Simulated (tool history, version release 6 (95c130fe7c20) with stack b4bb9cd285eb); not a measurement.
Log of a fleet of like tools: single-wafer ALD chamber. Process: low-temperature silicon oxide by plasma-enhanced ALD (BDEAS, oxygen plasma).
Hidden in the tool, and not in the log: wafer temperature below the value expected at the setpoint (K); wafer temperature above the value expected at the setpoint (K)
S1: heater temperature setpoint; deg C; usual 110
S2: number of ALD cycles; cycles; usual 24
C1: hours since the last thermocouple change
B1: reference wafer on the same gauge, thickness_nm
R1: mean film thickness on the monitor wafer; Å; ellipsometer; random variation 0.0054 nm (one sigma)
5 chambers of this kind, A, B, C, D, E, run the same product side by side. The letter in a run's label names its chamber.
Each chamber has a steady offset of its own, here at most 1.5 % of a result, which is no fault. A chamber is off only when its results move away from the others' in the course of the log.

Run 1B, day 0.421: usual settings; C1 771.6; B1 3.2301. Result: R1 33.465 Å.
Run 2E, day 1.062: usual settings; C1 678.9; B1 3.2289. Result: R1 33.652 Å.
Run 3D, day 1.421: usual settings; C1 151.1; B1 3.2276. Result: R1 33.652 Å.
Run 4C, day 1.888: usual settings; C1 408; B1 3.2278. Result: R1 33.979 Å.
Run 5A, day 2.208: usual settings; C1 874.4; B1 3.2275. Result: R1 33.401 Å.
Run 6A, day 2.596: usual settings but S2 22 cycles; C1 883.7; B1 3.2254. Result: R1 30.559 Å.
Run 7E, day 3.138: usual settings but S2 22 cycles; C1 728.7; B1 3.2252. Result: R1 30.735 Å.
Run 8C, day 3.546: usual settings but S2 22 cycles; C1 447.8; B1 3.2262. Result: R1 31.162 Å.
Run 9D, day 3.867: usual settings but S2 22 cycles; C1 209.8; B1 3.2257. Result: R1 30.802 Å.
Run 10B, day 4.388: usual settings but S2 22 cycles; C1 866.8; B1 3.2235. Result: R1 30.613 Å.
Run 11B, day 5.021: usual settings; C1 882; B1 3.2258. Result: R1 33.435 Å.
Run 12A, day 5.492: usual settings; C1 953.2; B1 3.2248. Result: R1 33.37 Å.
Run 13D, day 5.85: usual settings; C1 257.4; B1 3.222. Result: R1 33.672 Å.
Run 14E, day 6.238: usual settings; C1 803.1; B1 3.2222. Result: R1 33.57 Å.
Run 15C, day 6.588: usual settings; C1 520.8; B1 3.2209. Result: R1 33.99 Å.
Run 16D, day 6.942: usual settings; C1 283.6; B1 3.2222. Result: R1 33.577 Å.
Run 17C, day 7.546: usual settings; C1 543.8; B1 3.2203. Result: R1 34.026 Å.
Run 18E, day 8.183: usual settings; C1 849.8; B1 3.2204. Result: R1 33.507 Å.
Run 19B, day 8.546: usual settings; C1 966.6; B1 3.2202. Result: R1 33.407 Å.
Run 20A, day 9.138: usual settings; C1 1040.7; B1 3.2192. Result: R1 33.381 Å.
Run 21C, day 9.538: usual settings; C1 591.6; B1 3.2179. Result: R1 33.97 Å.
Run 22B, day 9.846: usual settings but S1 105 deg C; C1 997.8; B1 3.2173. Result: R1 33.653 Å.
Run 23D, day 10.404: usual settings but S1 105 deg C; C1 366.7; B1 3.2164. Result: R1 33.909 Å.
Run 24A, day 10.7: usual settings but S1 105 deg C; C1 1078.2; B1 3.2165. Result: R1 33.649 Å.
Run 25E, day 11.092: usual settings but S1 105 deg C; C1 919.6; B1 3.2151. Result: R1 33.786 Å.
Run 26A, day 11.721: usual settings but S1 105 deg C; C1 1102.7; B1 3.2146. Result: R1 33.601 Å.
Run 27E, day 12.096: usual settings; C1 943.7; B1 3.2146. Result: R1 33.527 Å.
Run 28C, day 12.521: usual settings; C1 663.2; B1 3.2131. Result: R1 33.975 Å.
Run 29D, day 13.133: usual settings; C1 432.2; B1 3.215. Result: R1 33.496 Å.
Run 30B, day 13.529: usual settings; C1 1086.2; B1 3.2127. Result: R1 33.27 Å.
Run 31A, day 13.9: usual settings; C1 1155; B1 3.2124. Result: R1 33.268 Å.
Run 32D, day 14.471: usual settings; C1 464.3; B1 3.2109. Result: R1 33.653 Å.
Run 33E, day 14.825: usual settings; C1 1009.2; B1 3.2111. Result: R1 33.532 Å.
Run 34B, day 15.125: usual settings; C1 1124.5; B1 3.2112. Result: R1 33.246 Å.
Run 35C, day 15.633: usual settings; C1 737.9; B1 3.2097. Result: R1 33.907 Å.
Run 36E, day 16.042: usual settings; C1 1038.4; B1 3.209. Result: R1 33.505 Å.
Run 37A, day 16.496: usual settings but S2 21 cycles; C1 1217.3; B1 3.2095. Result: R1 29.103 Å.

All 5 chambers run these settings next. Forecast each chamber's results:
Run 38A, day 16.971: usual settings but S2 21 cycles. Result: R1 ?.
Run 38B, day 16.971: usual settings but S2 21 cycles. Result: R1 ?.
Run 38C, day 16.971: usual settings but S2 21 cycles. Result: R1 ?.
Run 38D, day 16.971: usual settings but S2 21 cycles. Result: R1 ?.
Run 38E, day 16.971: usual settings but S2 21 cycles. Result: R1 ?.

run      R1
38A  29.034
38B  29.096
38C  29.626
38D  29.252
38E  29.272
